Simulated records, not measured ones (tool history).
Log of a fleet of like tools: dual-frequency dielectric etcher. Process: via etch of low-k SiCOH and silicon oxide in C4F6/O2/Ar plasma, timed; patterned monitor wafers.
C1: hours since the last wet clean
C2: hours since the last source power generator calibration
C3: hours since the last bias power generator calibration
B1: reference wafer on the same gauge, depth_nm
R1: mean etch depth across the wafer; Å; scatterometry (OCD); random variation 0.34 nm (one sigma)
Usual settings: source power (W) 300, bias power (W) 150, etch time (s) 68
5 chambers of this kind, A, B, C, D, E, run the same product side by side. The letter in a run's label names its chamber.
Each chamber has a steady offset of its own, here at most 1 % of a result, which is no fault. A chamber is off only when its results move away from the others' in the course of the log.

{"run": "1A", "hour": 6.2, "source power (W)": 300, "bias power (W)": 150, "etch time (s)": 68, "C1": 99.5, "C2": 1401, "C3": 4396.2, "B1": 134.98, "R1": 1610.1}
{"run": "2E", "hour": 10.0, "source power (W)": 300, "bias power (W)": 150, "etch time (s)": 68, "C1": 243.1, "C2": 1133.3, "C3": 3236.5, "B1": 135.01, "R1": 1600.9}
{"run": "3D", "hour": 17.2, "source power (W)": 300, "bias power (W)": 150, "etch time (s)": 68, "C1": 138.1, "C2": 3689.7, "C3": 519.7, "B1": 134.99, "R1": 1595.7}
{"run": "4C", "hour": 23.0, "source power (W)": 300, "bias power (W)": 150, "etch time (s)": 68, "C1": 114.3, "C2": 1923.4, "C3": 1605.5, "B1": 135.05, "R1": 1617}
{"run": "5B", "hour": 27.8, "source power (W)": 300, "bias power (W)": 150, "etch time (s)": 68, "C1": 102.2, "C2": 1748.8, "C3": 475.2, "B1": 134.99, "R1": 1593.3}
{"run": "6A", "hour": 31.5, "source power (W)": 350, "bias power (W)": 150, "etch time (s)": 83, "C1": 124.8, "C2": 1426.3, "C3": 4421.5, "B1": 134.95, "R1": 2100.4}
{"run": "7C", "hour": 37.1, "source power (W)": 350, "bias power (W)": 150, "etch time (s)": 83, "C1": 128.4, "C2": 1937.5, "C3": 1619.6, "B1": 134.98, "R1": 2098.3}
{"run": "8B", "hour": 40.4, "source power (W)": 350, "bias power (W)": 150, "etch time (s)": 83, "C1": 114.8, "C2": 1761.4, "C3": 487.8, "B1": 135.03, "R1": 2076}
{"run": "9D", "hour": 43.6, "source power (W)": 350, "bias power (W)": 150, "etch time (s)": 83, "C1": 164.5, "C2": 3716.1, "C3": 546.1, "B1": 134.97, "R1": 2074.2}
{"run": "10E", "hour": 47.0, "source power (W)": 350, "bias power (W)": 150, "etch time (s)": 83, "C1": 280.1, "C2": 1170.3, "C3": 3273.5, "B1": 135.04, "R1": 2063.2}
{"hour": 48.8, "done": "chamber A: bias power generator calibrated"}
{"run": "11A", "hour": 50.3, "source power (W)": 300, "bias power (W)": 150, "etch time (s)": 68, "C1": 143.6, "C2": 1445.1, "C3": 1.6, "B1": 135.05, "R1": 1617.3}
{"run": "12D", "hour": 54.5, "source power (W)": 300, "bias power (W)": 150, "etch time (s)": 68, "C1": 175.4, "C2": 3727, "C3": 557, "B1": 135.03, "R1": 1599.6}
{"run": "13E", "hour": 59.1, "source power (W)": 300, "bias power (W)": 150, "etch time (s)": 68, "C1": 292.2, "C2": 1182.4, "C3": 3285.6, "B1": 135.07, "R1": 1595.9}
{"run": "14C", "hour": 65.2, "source power (W)": 300, "bias power (W)": 150, "etch time (s)": 68, "C1": 156.5, "C2": 1965.6, "C3": 1647.7, "B1": 135.02, "R1": 1616}
{"run": "15B", "hour": 69.8, "source power (W)": 300, "bias power (W)": 150, "etch time (s)": 68, "C1": 144.2, "C2": 1790.8, "C3": 517.2, "B1": 135.03, "R1": 1596.7}
{"run": "16A", "hour": 74.4, "source power (W)": 240, "bias power (W)": 150, "etch time (s)": 78, "C1": 167.7, "C2": 1469.2, "C3": 25.7, "B1": 134.9, "R1": 1701.3}
{"run": "17E", "hour": 79.8, "source power (W)": 240, "bias power (W)": 150, "etch time (s)": 78, "C1": 312.9, "C2": 1203.1, "C3": 3306.3, "B1": 135.08, "R1": 1679.3}
{"run": "18C", "hour": 85.0, "source power (W)": 240, "bias power (W)": 150, "etch time (s)": 78, "C1": 176.3, "C2": 1985.4, "C3": 1667.5, "B1": 135.05, "R1": 1707.9}
{"run": "19B", "hour": 90.9, "source power (W)": 240, "bias power (W)": 150, "etch time (s)": 78, "C1": 165.3, "C2": 1811.9, "C3": 538.3, "B1": 134.99, "R1": 1675.1}
{"run": "20D", "hour": 95.6, "source power (W)": 240, "bias power (W)": 150, "etch time (s)": 78, "C1": 216.5, "C2": 3768.1, "C3": 598.1, "B1": 135, "R1": 1685.4}
{"run": "21E", "hour": 99.3, "source power (W)": 300, "bias power (W)": 150, "etch time (s)": 68, "C1": 332.4, "C2": 1222.6, "C3": 3325.8, "B1": 135.01, "R1": 1593.1}
{"run": "22D", "hour": 103.4, "source power (W)": 300, "bias power (W)": 150, "etch time (s)": 68, "C1": 224.3, "C2": 3775.9, "C3": 605.9, "B1": 134.97, "R1": 1595.1}
{"run": "23A", "hour": 109.8, "source power (W)": 300, "bias power (W)": 150, "etch time (s)": 68, "C1": 203.1, "C2": 1504.6, "C3": 61.1, "B1": 135.03, "R1": 1615.4}
{"run": "24B", "hour": 115.1, "source power (W)": 300, "bias power (W)": 150, "etch time (s)": 68, "C1": 189.5, "C2": 1836.1, "C3": 562.5, "B1": 134.99, "R1": 1592.9}
{"run": "25C", "hour": 122.3, "source power (W)": 370, "bias power (W)": 150, "etch time (s)": 68, "C1": 213.6, "C2": 2022.7, "C3": 1704.8, "B1": 135.04, "R1": 1757.9}
{"run": "26D", "hour": 127.6, "source power (W)": 370, "bias power (W)": 150, "etch time (s)": 68, "C1": 248.5, "C2": 3800.1, "C3": 630.1, "B1": 135.1, "R1": 1736.7}
{"run": "27C", "hour": 133.5, "source power (W)": 370, "bias power (W)": 150, "etch time (s)": 68, "C1": 224.8, "C2": 2033.9, "C3": 1716, "B1": 135.05, "R1": 1755.5}
{"run": "28A", "hour": 138.4, "source power (W)": 370, "bias power (W)": 150, "etch time (s)": 68, "C1": 231.7, "C2": 1533.2, "C3": 89.7, "B1": 134.98, "R1": 1760.9}
{"run": "29E", "hour": 144.4, "source power (W)": 370, "bias power (W)": 150, "etch time (s)": 68, "C1": 377.5, "C2": 1267.7, "C3": 3370.9, "B1": 135.01, "R1": 1735.2}
{"run": "30B", "hour": 150.9, "source power (W)": 300, "bias power (W)": 150, "etch time (s)": 68, "C1": 225.3, "C2": 1871.9, "C3": 598.3, "B1": 135.04, "R1": 1596.4}
{"run": "31D", "hour": 155.3, "source power (W)": 300, "bias power (W)": 165, "etch time (s)": 61, "C1": 276.2, "C2": 3827.8, "C3": 657.8, "B1": 135, "R1": 1482.8}
{"run": "32B", "hour": 160.9, "source power (W)": 300, "bias power (W)": 165, "etch time (s)": 61, "C1": 235.3, "C2": 1881.9, "C3": 608.3, "B1": 134.99, "R1": 1475.2}

All 5 chambers run these settings next. Forecast each chamber's results:
{"run": "33A", "hour": 166.2, "source power (W)": 370, "bias power (W)": 150, "etch time (s)": 68, "R1": "?"}
{"run": "33B", "hour": 166.2, "source power (W)": 370, "bias power (W)": 150, "etch time (s)": 68, "R1": "?"}
{"run": "33C", "hour": 166.2, "source power (W)": 370, "bias power (W)": 150, "etch time (s)": 68, "R1": "?"}
{"run": "33D", "hour": 166.2, "source power (W)": 370, "bias power (W)": 150, "etch time (s)": 68, "R1": "?"}
{"run": "33E", "hour": 166.2, "source power (W)": 370, "bias power (W)": 150, "etch time (s)": 68, "R1": "?"}

run=33A R1=1759.8
run=33B R1=1734.1
run=33C R1=1758.8
run=33D R1=1732
run=33E R1=1739.2
